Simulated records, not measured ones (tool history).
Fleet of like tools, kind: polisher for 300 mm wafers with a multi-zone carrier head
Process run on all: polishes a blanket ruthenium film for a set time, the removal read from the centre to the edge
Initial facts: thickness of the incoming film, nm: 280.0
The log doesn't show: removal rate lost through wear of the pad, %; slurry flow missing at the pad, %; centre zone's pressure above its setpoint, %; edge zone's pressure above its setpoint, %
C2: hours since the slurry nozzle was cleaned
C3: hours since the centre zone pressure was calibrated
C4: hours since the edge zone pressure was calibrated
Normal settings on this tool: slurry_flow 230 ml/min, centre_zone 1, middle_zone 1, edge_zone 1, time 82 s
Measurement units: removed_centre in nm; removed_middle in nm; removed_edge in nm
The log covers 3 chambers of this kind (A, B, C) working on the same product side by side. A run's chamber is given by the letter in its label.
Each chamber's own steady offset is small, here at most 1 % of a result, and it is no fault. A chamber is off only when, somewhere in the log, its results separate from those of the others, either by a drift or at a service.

-- day=0.029 chamber B: slurry nozzle cleaned
run 1C day=0.433 | slurry_flow=230 centre_zone=1 middle_zone=1 edge_zone=1 time=82 | wafers_polished_on_this_pad=279 C2=120 C3=322.2 C4=611.1 | removed_centre=72.066 removed_middle=71.945 removed_edge=69.343
-- day=0.55 chamber A: worn pad replaced by a new one
run 2B day=0.704 | slurry_flow=230 centre_zone=1 middle_zone=1 edge_zone=1 time=82 | wafers_polished_on_this_pad=119 C2=16.3 C3=223 C4=217.9 | removed_centre=70.243 removed_middle=73.299 removed_edge=70.21
run 3A day=0.954 | slurry_flow=230 centre_zone=1 middle_zone=1 edge_zone=1 time=82 | wafers_polished_on_this_pad=61 C2=462 C3=248.2 C4=1182.6 | removed_centre=71.726 removed_middle=70.097 removed_edge=70.777
run 4A day=1.229 | slurry_flow=230 centre_zone=1 middle_zone=1 edge_zone=1 time=82 | wafers_polished_on_this_pad=103 C2=468.6 C3=254.8 C4=1189.2 | removed_centre=72.048 removed_middle=70.54 removed_edge=69.719
run 5C day=1.508 | slurry_flow=230 centre_zone=1 middle_zone=1 edge_zone=1 time=82 | wafers_polished_on_this_pad=443 C2=145.8 C3=348 C4=636.9 | removed_centre=70.716 removed_middle=72.04 removed_edge=72.539
run 6B day=1.792 | slurry_flow=230 centre_zone=1 middle_zone=1 edge_zone=1 time=82 | wafers_polished_on_this_pad=284 C2=42.4 C3=249.1 C4=244 | removed_centre=70.633 removed_middle=70.795 removed_edge=71.99
run 7A day=2.162 | slurry_flow=230 centre_zone=1 middle_zone=1 edge_zone=1 time=82 | wafers_polished_on_this_pad=245 C2=491 C3=277.2 C4=1211.6 | removed_centre=70.627 removed_middle=72.644 removed_edge=71.009
run 8B day=2.383 | slurry_flow=230 centre_zone=1 middle_zone=1 edge_zone=1 time=108 | wafers_polished_on_this_pad=374 C2=56.6 C3=263.3 C4=258.2 | removed_centre=92.441 removed_middle=94.656 removed_edge=93.958
run 9C day=2.729 | slurry_flow=230 centre_zone=1 middle_zone=1 edge_zone=1 time=108 | wafers_polished_on_this_pad=628 C2=175.1 C3=377.3 C4=666.2 | removed_centre=93.557 removed_middle=93.624 removed_edge=93.54
run 10B day=3.142 | slurry_flow=230 centre_zone=1 middle_zone=1 edge_zone=1 time=108 | wafers_polished_on_this_pad=490 C2=74.8 C3=281.5 C4=276.4 | removed_centre=92.901 removed_middle=90.889 removed_edge=94.36
run 11C day=3.346 | slurry_flow=230 centre_zone=1 middle_zone=1 edge_zone=1 time=82 | wafers_polished_on_this_pad=722 C2=189.9 C3=392.1 C4=681 | removed_centre=70.978 removed_middle=70.153 removed_edge=71.597
run 12A day=3.596 | slurry_flow=230 centre_zone=1 middle_zone=1 edge_zone=1 time=82 | wafers_polished_on_this_pad=463 C2=525.4 C3=311.6 C4=1246 | removed_centre=70.079 removed_middle=70.118 removed_edge=71.548
run 13C day=3.808 | slurry_flow=230 centre_zone=1 middle_zone=1 edge_zone=1 time=82 | wafers_polished_on_this_pad=793 C2=201 C3=403.2 C4=692.1 | removed_centre=72.395 removed_middle=71.814 removed_edge=70.294
-- day=3.829 chamber B: worn pad replaced by a new one
run 14B day=4.158 | slurry_flow=230 centre_zone=1 middle_zone=1 edge_zone=1 time=82 | wafers_polished_on_this_pad=50 C2=99.2 C3=305.9 C4=300.8 | removed_centre=71.598 removed_middle=71.714 removed_edge=70.089
run 15A day=4.388 | slurry_flow=230 centre_zone=1 middle_zone=1 edge_zone=1 time=82 | wafers_polished_on_this_pad=584 C2=544.4 C3=330.6 C4=1265 | removed_centre=72.355 removed_middle=70.604 removed_edge=69.817
run 16A day=4.729 | slurry_flow=230 centre_zone=1 middle_zone=1 edge_zone=1 time=82 | wafers_polished_on_this_pad=636 C2=552.6 C3=338.8 C4=1273.2 | removed_centre=71.383 removed_middle=70.524 removed_edge=70.687
run 17C day=4.996 | slurry_flow=230 centre_zone=1 middle_zone=1 edge_zone=1 time=82 | wafers_polished_on_this_pad=973 C2=229.5 C3=431.7 C4=720.6 | removed_centre=72.024 removed_middle=72.649 removed_edge=71.701
run 18B day=5.225 | slurry_flow=230 centre_zone=1 middle_zone=1 edge_zone=1 time=82 | wafers_polished_on_this_pad=212 C2=124.8 C3=331.5 C4=326.4 | removed_centre=70.969 removed_middle=71.465 removed_edge=69.971
run 19C day=5.579 | slurry_flow=230 centre_zone=1 middle_zone=1 edge_zone=1 time=82 | wafers_polished_on_this_pad=1062 C2=243.5 C3=445.7 C4=734.6 | removed_centre=72.336 removed_middle=71.675 removed_edge=72.303
run 20B day=5.929 | slurry_flow=195 centre_zone=1 middle_zone=1 edge_zone=1.07 time=82 | wafers_polished_on_this_pad=319 C2=141.7 C3=348.4 C4=343.3 | removed_centre=68.555 removed_middle=70.765 removed_edge=72.748
-- day=5.946 chamber C: worn pad replaced by a new one
run 21A day=6.258 | slurry_flow=195 centre_zone=1 middle_zone=1 edge_zone=1.07 time=82 | wafers_polished_on_this_pad=868 C2=589.3 C3=375.5 C4=1309.9 | removed_centre=70.734 removed_middle=69.753 removed_edge=72.971
-- day=6.388 chamber A: worn pad replaced by a new one
run 22B day=6.679 | slurry_flow=195 centre_zone=1 middle_zone=1 edge_zone=1.07 time=82 | wafers_polished_on_this_pad=434 C2=159.7 C3=366.4 C4=361.3 | removed_centre=69.887 removed_middle=70.439 removed_edge=72.987
run 23C day=7.075 | slurry_flow=230 centre_zone=1 middle_zone=0.92 edge_zone=1.09 time=82 | wafers_polished_on_this_pad=172 C2=279.4 C3=481.6 C4=770.5 | removed_centre=71.988 removed_middle=68.246 removed_edge=72.874
run 24A day=7.517 | slurry_flow=230 centre_zone=1 middle_zone=0.92 edge_zone=1.09 time=82 | wafers_polished_on_this_pad=172 C2=619.5 C3=405.7 C4=1340.1 | removed_centre=70.681 removed_middle=65.966 removed_edge=73.268
-- day=7.521 chamber B: worn pad replaced by a new one
run 25B day=7.95 | slurry_flow=230 centre_zone=1 middle_zone=0.92 edge_zone=1.09 time=82 | wafers_polished_on_this_pad=65 C2=190.2 C3=396.9 C4=391.8 | removed_centre=70.035 removed_middle=65.806 removed_edge=74.438
run 26A day=8.308 | slurry_flow=230 centre_zone=1 middle_zone=1 edge_zone=1 time=82 | wafers_polished_on_this_pad=292 C2=638.5 C3=424.7 C4=1359.1 | removed_centre=69.173 removed_middle=70.818 removed_edge=70.306
run 27C day=8.608 | slurry_flow=230 centre_zone=1 middle_zone=1 edge_zone=1 time=82 | wafers_polished_on_this_pad=405 C2=316.2 C3=518.4 C4=807.3 | removed_centre=71.898 removed_middle=70.089 removed_edge=71.063
run 28B day=8.95 | slurry_flow=230 centre_zone=1.05 middle_zone=1 edge_zone=1 time=82 | wafers_polished_on_this_pad=217 C2=214.2 C3=420.9 C4=415.8 | removed_centre=73.893 removed_middle=72.517 removed_edge=71.295
-- day=9.075 chamber B: slurry nozzle cleaned
run 29A day=9.25 | slurry_flow=230 centre_zone=1.05 middle_zone=1 edge_zone=1 time=82 | wafers_polished_on_this_pad=436 C2=661.1 C3=447.3 C4=1381.7 | removed_centre=73.002 removed_middle=71.442 removed_edge=71.162
run 30C day=9.679 | slurry_flow=230 centre_zone=1.05 middle_zone=1 edge_zone=1 time=82 | wafers_polished_on_this_pad=568 C2=341.9 C3=544.1 C4=833 | removed_centre=73.955 removed_middle=70.61 removed_edge=70.631
run 31B day=10.088 | slurry_flow=230 centre_zone=1 middle_zone=1 edge_zone=1.05 time=82 | wafers_polished_on_this_pad=390 C2=24.3 C3=448.2 C4=443.1 | removed_centre=71.591 removed_middle=72.2 removed_edge=73.04
run 32C day=10.446 | slurry_flow=230 centre_zone=1 middle_zone=1 edge_zone=1.05 time=82 | wafers_polished_on_this_pad=685 C2=360.3 C3=562.5 C4=851.4 | removed_centre=72.441 removed_middle=70.317 removed_edge=72.069
run 33A day=10.833 | slurry_flow=230 centre_zone=1 middle_zone=1 edge_zone=1.05 time=82 | wafers_polished_on_this_pad=677 C2=699.1 C3=485.3 C4=1419.7 | removed_centre=69.102 removed_middle=71.651 removed_edge=73.617

All 3 chambers run these settings next. Forecast each chamber's results:
run 34A day=11.154 | slurry_flow=230 centre_zone=1 middle_zone=1 edge_zone=1 time=82 | removed_centre=? removed_middle=? removed_edge=?
run 34B day=11.154 | slurry_flow=230 centre_zone=1 middle_zone=1 edge_zone=1 time=82 | removed_centre=? removed_middle=? removed_edge=?
run 34C day=11.154 | slurry_flow=230 centre_zone=1 middle_zone=1 edge_zone=1 time=82 | removed_centre=? removed_middle=? removed_edge=?

run=34A removed_centre=72.266 removed_middle=70.527 removed_edge=71.27
run=34B removed_centre=73.072 removed_middle=71.135 removed_edge=71.392
run=34C removed_centre=70.833 removed_middle=71.424 removed_edge=70.983
